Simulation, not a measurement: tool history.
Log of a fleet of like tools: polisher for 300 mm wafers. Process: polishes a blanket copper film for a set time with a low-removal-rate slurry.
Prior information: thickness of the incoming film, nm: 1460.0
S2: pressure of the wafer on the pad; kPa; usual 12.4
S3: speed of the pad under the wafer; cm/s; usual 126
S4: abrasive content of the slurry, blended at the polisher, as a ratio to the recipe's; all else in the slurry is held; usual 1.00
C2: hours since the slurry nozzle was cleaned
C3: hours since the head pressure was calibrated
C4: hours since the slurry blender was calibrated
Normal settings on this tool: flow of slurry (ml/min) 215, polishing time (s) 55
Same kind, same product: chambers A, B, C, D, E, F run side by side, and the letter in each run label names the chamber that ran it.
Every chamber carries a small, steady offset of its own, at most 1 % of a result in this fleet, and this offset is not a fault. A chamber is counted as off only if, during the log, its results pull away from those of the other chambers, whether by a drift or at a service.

{"hour": 2.8, "done": "chamber C: head pressure recalibrated"}
{"run": "1B", "hour": 8.6, "flow of slurry (ml/min)": 215, "S2": 12.4, "S3": 126, "S4": 1.0, "polishing time (s)": 55, "wafers polished on this pad": 560, "C2": 169.7, "C3": 248.7, "C4": 45.8, "film removed (nm)": 108.58}
{"hour": 12.2, "done": "chamber F: slurry blender recalibrated"}
{"hour": 15.6, "done": "chamber D: slurry nozzle cleaned"}
{"run": "2F", "hour": 19.4, "flow of slurry (ml/min)": 215, "S2": 12.4, "S3": 126, "S4": 1.0, "polishing time (s)": 55, "wafers polished on this pad": 669, "C2": 258.4, "C3": 109.0, "C4": 7.3, "film removed (nm)": 106.94}
{"hour": 22.6, "done": "chamber E: head pressure recalibrated"}
{"hour": 22.6, "done": "chamber F: slurry nozzle cleaned"}
{"hour": 30.4, "done": "chamber B: worn pad replaced by a new one"}
{"run": "3D", "hour": 32.3, "flow of slurry (ml/min)": 215, "S2": 12.4, "S3": 126, "S4": 1.0, "polishing time (s)": 55, "wafers polished on this pad": 597, "C2": 16.8, "C3": 1156.7, "C4": 420.8, "film removed (nm)": 107.18}
{"hour": 41.4, "done": "chamber F: worn pad replaced by a new one"}
{"run": "4A", "hour": 42.7, "flow of slurry (ml/min)": 215, "S2": 12.4, "S3": 126, "S4": 1.0, "polishing time (s)": 55, "wafers polished on this pad": 922, "C2": 490.8, "C3": 153.9, "C4": 105.7, "film removed (nm)": 107.36}
{"hour": 51.4, "done": "chamber A: worn pad replaced by a new one"}
{"run": "5E", "hour": 52.9, "flow of slurry (ml/min)": 215, "S2": 12.4, "S3": 126, "S4": 1.0, "polishing time (s)": 55, "wafers polished on this pad": 600, "C2": 366.6, "C3": 30.4, "C4": 130.0, "film removed (nm)": 108.19}
{"run": "6C", "hour": 58.7, "flow of slurry (ml/min)": 215, "S2": 12.4, "S3": 126, "S4": 1.0, "polishing time (s)": 55, "wafers polished on this pad": 607, "C2": 460.3, "C3": 55.9, "C4": 59.8, "film removed (nm)": 107.97}
{"hour": 62.3, "done": "chamber D: worn pad replaced by a new one"}
{"run": "7C", "hour": 66.5, "flow of slurry (ml/min)": 215, "S2": 12.4, "S3": 126, "S4": 1.0, "polishing time (s)": 55, "wafers polished on this pad": 687, "C2": 468.1, "C3": 63.7, "C4": 67.6, "film removed (nm)": 106.89}
{"run": "8F", "hour": 75.5, "flow of slurry (ml/min)": 215, "S2": 12.4, "S3": 126, "S4": 1.0, "polishing time (s)": 55, "wafers polished on this pad": 352, "C2": 53.0, "C3": 165.1, "C4": 63.4, "film removed (nm)": 107.74}
{"hour": 77.3, "done": "chamber E: worn pad replaced by a new one"}
{"hour": 80.3, "done": "chamber C: worn pad replaced by a new one"}
{"run": "9E", "hour": 86.9, "flow of slurry (ml/min)": 215, "S2": 12.4, "S3": 126, "S4": 1.0, "polishing time (s)": 55, "wafers polished on this pad": 99, "C2": 400.6, "C3": 64.4, "C4": 164.0, "film removed (nm)": 109.32}
{"run": "10A", "hour": 96.2, "flow of slurry (ml/min)": 215, "S2": 12.4, "S3": 126, "S4": 1.0, "polishing time (s)": 55, "wafers polished on this pad": 463, "C2": 544.3, "C3": 207.4, "C4": 159.2, "film removed (nm)": 107.85}
{"hour": 106.4, "done": "chamber E: slurry blender recalibrated"}
{"run": "11D", "hour": 107.3, "flow of slurry (ml/min)": 215, "S2": 12.4, "S3": 126, "S4": 1.0, "polishing time (s)": 55, "wafers polished on this pad": 465, "C2": 91.8, "C3": 1231.7, "C4": 495.8, "film removed (nm)": 109.58}
{"run": "12B", "hour": 114.0, "flow of slurry (ml/min)": 215, "S2": 12.4, "S3": 126, "S4": 1.0, "polishing time (s)": 55, "wafers polished on this pad": 862, "C2": 275.1, "C3": 354.1, "C4": 151.2, "film removed (nm)": 109.27}
{"hour": 115.2, "done": "chamber F: slurry blender recalibrated"}
{"hour": 123.2, "done": "chamber F: worn pad replaced by a new one"}
{"hour": 123.7, "done": "chamber D: head pressure recalibrated"}
{"hour": 124.0, "done": "chamber B: worn pad replaced by a new one"}
{"run": "13C", "hour": 126.5, "flow of slurry (ml/min)": 215, "S2": 12.4, "S3": 126, "S4": 1.15, "polishing time (s)": 55, "wafers polished on this pad": 477, "C2": 528.1, "C3": 123.7, "C4": 127.6, "film removed (nm)": 111.93}
{"hour": 135.5, "done": "chamber D: slurry blender recalibrated"}
{"run": "14D", "hour": 138.7, "flow of slurry (ml/min)": 215, "S2": 12.4, "S3": 126, "S4": 1.15, "polishing time (s)": 55, "wafers polished on this pad": 789, "C2": 123.2, "C3": 15.1, "C4": 3.3, "film removed (nm)": 113.87}
{"hour": 146.6, "done": "chamber A: worn pad replaced by a new one"}
{"hour": 148.4, "done": "chamber B: head pressure recalibrated"}
{"hour": 148.6, "done": "chamber D: worn pad replaced by a new one"}
{"run": "15B", "hour": 151.8, "flow of slurry (ml/min)": 215, "S2": 12.4, "S3": 126, "S4": 1.15, "polishing time (s)": 55, "wafers polished on this pad": 287, "C2": 312.9, "C3": 3.4, "C4": 189.0, "film removed (nm)": 112.52}
{"hour": 154.9, "done": "chamber C: worn pad replaced by a new one"}
{"run": "16A", "hour": 163.7, "flow of slurry (ml/min)": 215, "S2": 12.4, "S3": 126, "S4": 1.15, "polishing time (s)": 55, "wafers polished on this pad": 177, "C2": 611.8, "C3": 274.9, "C4": 226.7, "film removed (nm)": 110.47}
{"hour": 168.9, "done": "chamber E: worn pad replaced by a new one"}
{"run": "17E", "hour": 173.3, "flow of slurry (ml/min)": 215, "S2": 12.4, "S3": 126, "S4": 1.15, "polishing time (s)": 55, "wafers polished on this pad": 46, "C2": 487.0, "C3": 150.8, "C4": 67.0, "film removed (nm)": 110.56}
{"run": "18F", "hour": 182.8, "flow of slurry (ml/min)": 215, "S2": 12.4, "S3": 126, "S4": 1.15, "polishing time (s)": 55, "wafers polished on this pad": 616, "C2": 160.3, "C3": 272.4, "C4": 67.7, "film removed (nm)": 112.62}
{"hour": 193.9, "done": "chamber F: head pressure recalibrated"}
{"run": "19A", "hour": 195.3, "flow of slurry (ml/min)": 215, "S2": 12.4, "S3": 126, "S4": 1.0, "polishing time (s)": 55, "wafers polished on this pad": 503, "C2": 643.4, "C3": 306.5, "C4": 258.3, "film removed (nm)": 106.4}
{"hour": 196.5, "done": "chamber B: worn pad replaced by a new one"}
{"hour": 196.6, "done": "chamber F: worn pad replaced by a new one"}
{"run": "20C", "hour": 205.5, "flow of slurry (ml/min)": 215, "S2": 12.4, "S3": 126, "S4": 1.0, "polishing time (s)": 55, "wafers polished on this pad": 522, "C2": 607.1, "C3": 202.7, "C4": 206.6, "film removed (nm)": 107.76}
{"run": "21F", "hour": 217.6, "flow of slurry (ml/min)": 215, "S2": 12.4, "S3": 126, "S4": 1.0, "polishing time (s)": 55, "wafers polished on this pad": 216, "C2": 195.1, "C3": 23.7, "C4": 102.5, "film removed (nm)": 108.52}
{"hour": 225.4, "done": "chamber D: worn pad replaced by a new one"}
{"run": "22B", "hour": 227.0, "flow of slurry (ml/min)": 215, "S2": 12.4, "S3": 126, "S4": 1.0, "polishing time (s)": 55, "wafers polished on this pad": 315, "C2": 388.1, "C3": 78.6, "C4": 264.2, "film removed (nm)": 107.54}
{"hour": 233.2, "done": "chamber F: slurry blender recalibrated"}
{"hour": 235.4, "done": "chamber A: worn pad replaced by a new one"}
{"hour": 239.0, "done": "chamber C: slurry blender recalibrated"}
{"run": "23D", "hour": 239.2, "flow of slurry (ml/min)": 215, "S2": 12.4, "S3": 126, "S4": 1.0, "polishing time (s)": 55, "wafers polished on this pad": 142, "C2": 223.7, "C3": 115.6, "C4": 103.8, "film removed (nm)": 108.81}
{"run": "24E", "hour": 247.4, "flow of slurry (ml/min)": 215, "S2": 12.4, "S3": 126, "S4": 1.0, "polishing time (s)": 55, "wafers polished on this pad": 811, "C2": 561.1, "C3": 224.9, "C4": 141.1, "film removed (nm)": 108.53}
{"hour": 251.1, "done": "chamber C: worn pad replaced by a new one"}
{"hour": 258.6, "done": "chamber E: worn pad replaced by a new one"}
{"run": "25D", "hour": 258.6, "flow of slurry (ml/min)": 215, "S2": 12.4, "S3": 126, "S4": 1.0, "polishing time (s)": 55, "wafers polished on this pad": 343, "C2": 243.1, "C3": 135.0, "C4": 123.2, "film removed (nm)": 109.81}
{"run": "26A", "hour": 268.3, "flow of slurry (ml/min)": 215, "S2": 12.4, "S3": 126, "S4": 1.0, "polishing time (s)": 55, "wafers polished on this pad": 339, "C2": 716.4, "C3": 379.5, "C4": 331.3, "film removed (nm)": 105.93}
{"hour": 270.4, "done": "chamber A: slurry blender recalibrated"}
{"hour": 274.2, "done": "chamber B: worn pad replaced by a new one"}
{"hour": 278.5, "done": "chamber E: slurry blender recalibrated"}
{"run": "27C", "hour": 280.8, "flow of slurry (ml/min)": 215, "S2": 12.4, "S3": 126, "S4": 1.0, "polishing time (s)": 55, "wafers polished on this pad": 307, "C2": 682.4, "C3": 278.0, "C4": 41.8, "film removed (nm)": 109.17}
{"hour": 281.3, "done": "chamber F: worn pad replaced by a new one"}
{"run": "28F", "hour": 293.0, "flow of slurry (ml/min)": 215, "S2": 12.4, "S3": 126, "S4": 1.0, "polishing time (s)": 55, "wafers polished on this pad": 121, "C2": 270.5, "C3": 99.1, "C4": 59.8, "film removed (nm)": 109.13}
{"hour": 296.2, "done": "chamber F: slurry nozzle cleaned"}
{"hour": 299.0, "done": "chamber D: slurry nozzle cleaned"}
{"run": "29E", "hour": 305.7, "flow of slurry (ml/min)": 215, "S2": 12.4, "S3": 126, "S4": 1.0, "polishing time (s)": 55, "wafers polished on this pad": 486, "C2": 619.4, "C3": 283.2, "C4": 27.2, "film removed (nm)": 109.08}
{"hour": 314.6, "done": "chamber D: worn pad replaced by a new one"}
{"run": "30B", "hour": 318.6, "flow of slurry (ml/min)": 215, "S2": 12.4, "S3": 126, "S4": 1.0, "polishing time (s)": 55, "wafers polished on this pad": 458, "C2": 479.7, "C3": 170.2, "C4": 355.8, "film removed (nm)": 109.74}
{"run": "31F", "hour": 330.6, "flow of slurry (ml/min)": 215, "S2": 12.4, "S3": 126, "S4": 1.0, "polishing time (s)": 55, "wafers polished on this pad": 509, "C2": 34.4, "C3": 136.7, "C4": 97.4, "film removed (nm)": 109.57}
{"hour": 333.0, "done": "chamber C: worn pad replaced by a new one"}
{"hour": 334.3, "done": "chamber F: slurry blender recalibrated"}
{"hour": 337.6, "done": "chamber B: slurry blender recalibrated"}
{"hour": 339.9, "done": "chamber A: worn pad replaced by a new one"}
{"run": "32D", "hour": 341.4, "flow of slurry (ml/min)": 215, "S2": 12.4, "S3": 126, "S4": 1.0, "polishing time (s)": 55, "wafers polished on this pad": 277, "C2": 42.5, "C3": 217.8, "C4": 206.0, "film removed (nm)": 108.39}
{"hour": 352.4, "done": "chamber E: worn pad replaced by a new one"}
{"run": "33B", "hour": 353.5, "flow of slurry (ml/min)": 215, "S2": 12.4, "S3": 126, "S4": 1.0, "polishing time (s)": 55, "wafers polished on this pad": 818, "C2": 514.6, "C3": 205.1, "C4": 15.9, "film removed (nm)": 107.54}
{"hour": 355.6, "done": "chamber F: worn pad replaced by a new one"}
{"hour": 362.9, "done": "chamber B: worn pad replaced by a new one"}
{"run": "34A", "hour": 364.5, "flow of slurry (ml/min)": 215, "S2": 12.4, "S3": 126, "S4": 1.0, "polishing time (s)": 47, "wafers polished on this pad": 254, "C2": 812.6, "C3": 475.7, "C4": 94.2, "film removed (nm)": 90.517}
{"run": "35E", "hour": 374.7, "flow of slurry (ml/min)": 215, "S2": 12.4, "S3": 126, "S4": 1.0, "polishing time (s)": 47, "wafers polished on this pad": 231, "C2": 688.4, "C3": 352.2, "C4": 96.2, "film removed (nm)": 91.423}
{"run": "36C", "hour": 381.1, "flow of slurry (ml/min)": 215, "S2": 12.4, "S3": 126, "S4": 1.0, "polishing time (s)": 47, "wafers polished on this pad": 496, "C2": 782.7, "C3": 378.3, "C4": 142.1, "film removed (nm)": 93.421}
{"run": "37E", "hour": 390.7, "flow of slurry (ml/min)": 215, "S2": 12.4, "S3": 126, "S4": 1.0, "polishing time (s)": 47, "wafers polished on this pad": 396, "C2": 704.4, "C3": 368.2, "C4": 112.2, "film removed (nm)": 91.595}
{"run": "38C", "hour": 396.7, "flow of slurry (ml/min)": 215, "S2": 12.4, "S3": 126, "S4": 1.0, "polishing time (s)": 47, "wafers polished on this pad": 657, "C2": 798.3, "C3": 393.9, "C4": 157.7, "film removed (nm)": 91.685}
{"run": "39F", "hour": 405.8, "flow of slurry (ml/min)": 215, "S2": 12.4, "S3": 126, "S4": 1.0, "polishing time (s)": 47, "wafers polished on this pad": 518, "C2": 109.6, "C3": 211.9, "C4": 71.5, "film removed (nm)": 92.059}
{"run": "40B", "hour": 418.5, "flow of slurry (ml/min)": 215, "S2": 12.4, "S3": 126, "S4": 1.0, "polishing time (s)": 55, "wafers polished on this pad": 574, "C2": 579.6, "C3": 270.1, "C4": 80.9, "film removed (nm)": 107.59}

Read the log: is a single chamber off, either drifting away or since a service, is the gauge that measures every chamber drifting, or is nothing wrong beyond small per-chamber offsets? Name any odd chamber and what most likely caused it.

The fleet is healthy, with each chamber sitting at its usual small offset and no drift in the gauge.
